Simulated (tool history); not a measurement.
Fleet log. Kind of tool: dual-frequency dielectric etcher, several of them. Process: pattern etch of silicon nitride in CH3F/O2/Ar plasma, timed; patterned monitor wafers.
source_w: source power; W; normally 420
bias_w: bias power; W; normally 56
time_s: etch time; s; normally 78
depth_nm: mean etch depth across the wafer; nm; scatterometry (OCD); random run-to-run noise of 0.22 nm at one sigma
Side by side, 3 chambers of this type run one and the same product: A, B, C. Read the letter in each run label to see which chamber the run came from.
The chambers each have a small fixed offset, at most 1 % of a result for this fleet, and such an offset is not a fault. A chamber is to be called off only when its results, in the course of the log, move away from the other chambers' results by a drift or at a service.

run,hour,source_w,bias_w,time_s,"read-back reference wafer on the same gauge, depth_nm",depth_nm
1C,6.9,420,56,78,47.953,51.469
2A,13.4,420,56,78,48.001,51.064
3B,18.5,420,56,78,47.984,51.199
4B,26.2,420,56,78,47.986,51.702
# hour 29.7: chamber C: wet clean of the chamber
5C,31.2,420,56,78,48.036,51.313
6A,37.5,420,56,78,48.037,50.975
7A,43,420,56,78,47.974,51.251
8C,47.3,510,56,69.5,47.999,49.356
9B,51.2,510,56,69.5,47.996,49.677
10B,58.6,510,56,69.5,48.028,49.57
11A,66.3,420,56,78,48.005,50.696
12C,73.2,420,56,78,47.951,51.439
13B,80.5,420,56,78,47.993,51.358
14C,87.1,420,56,78,47.981,51.202
15A,93.4,420,56,78,48.017,51.49
16B,97.7,420,56,78,47.97,51.287
17C,103.2,420,56,78,48.061,51.257
18A,110.3,420,56,64.5,47.998,42.413
# hour 112.1: chamber A: wet clean of the chamber
19C,116,420,56,64.5,48.015,42.452
# hour 116.5: chamber B: wet clean of the chamber
20B,119.5,420,56,64.5,47.963,44.145
21A,123.6,420,49,78,48.06,48.904
22A,127.2,420,49,78,48,49.141
23B,130.6,420,49,78,48.052,51.007
24C,138.2,420,56,78,47.991,51.537
25B,143.8,420,56,78,47.938,53.267
26C,149.2,420,56,78,48.011,51.155
27A,156.9,340,56,78,47.981,47.105
28C,161.2,340,56,78,47.97,47.454
29A,168.3,340,56,78,48.033,47.327
30B,174.7,420,56,78,48.043,53.442
31C,182.1,420,56,78,47.997,51.813
32B,189.6,420,56,78,47.966,53.276
33A,195.7,420,56,78,48.028,51.5
34C,202.5,420,56,78,48.049,51.358
35B,208.1,420,56,78,47.99,53.773
36A,215.8,510,66,78,47.918,57.979
37C,222.4,510,66,78,48.005,58.578
38A,226.6,510,66,78,47.976,58.154
39B,233.1,420,56,78,48.005,53.168
40B,240.4,420,56,78,48.006,53.383

Predict what each chamber gives when all 3 of them run the settings below next.
41A,245.9,420,56,78,,?
41B,245.9,420,56,78,,?
41C,245.9,420,56,78,,?

run,depth_nm
41A,51.103
41B,53.285
41C,51.69
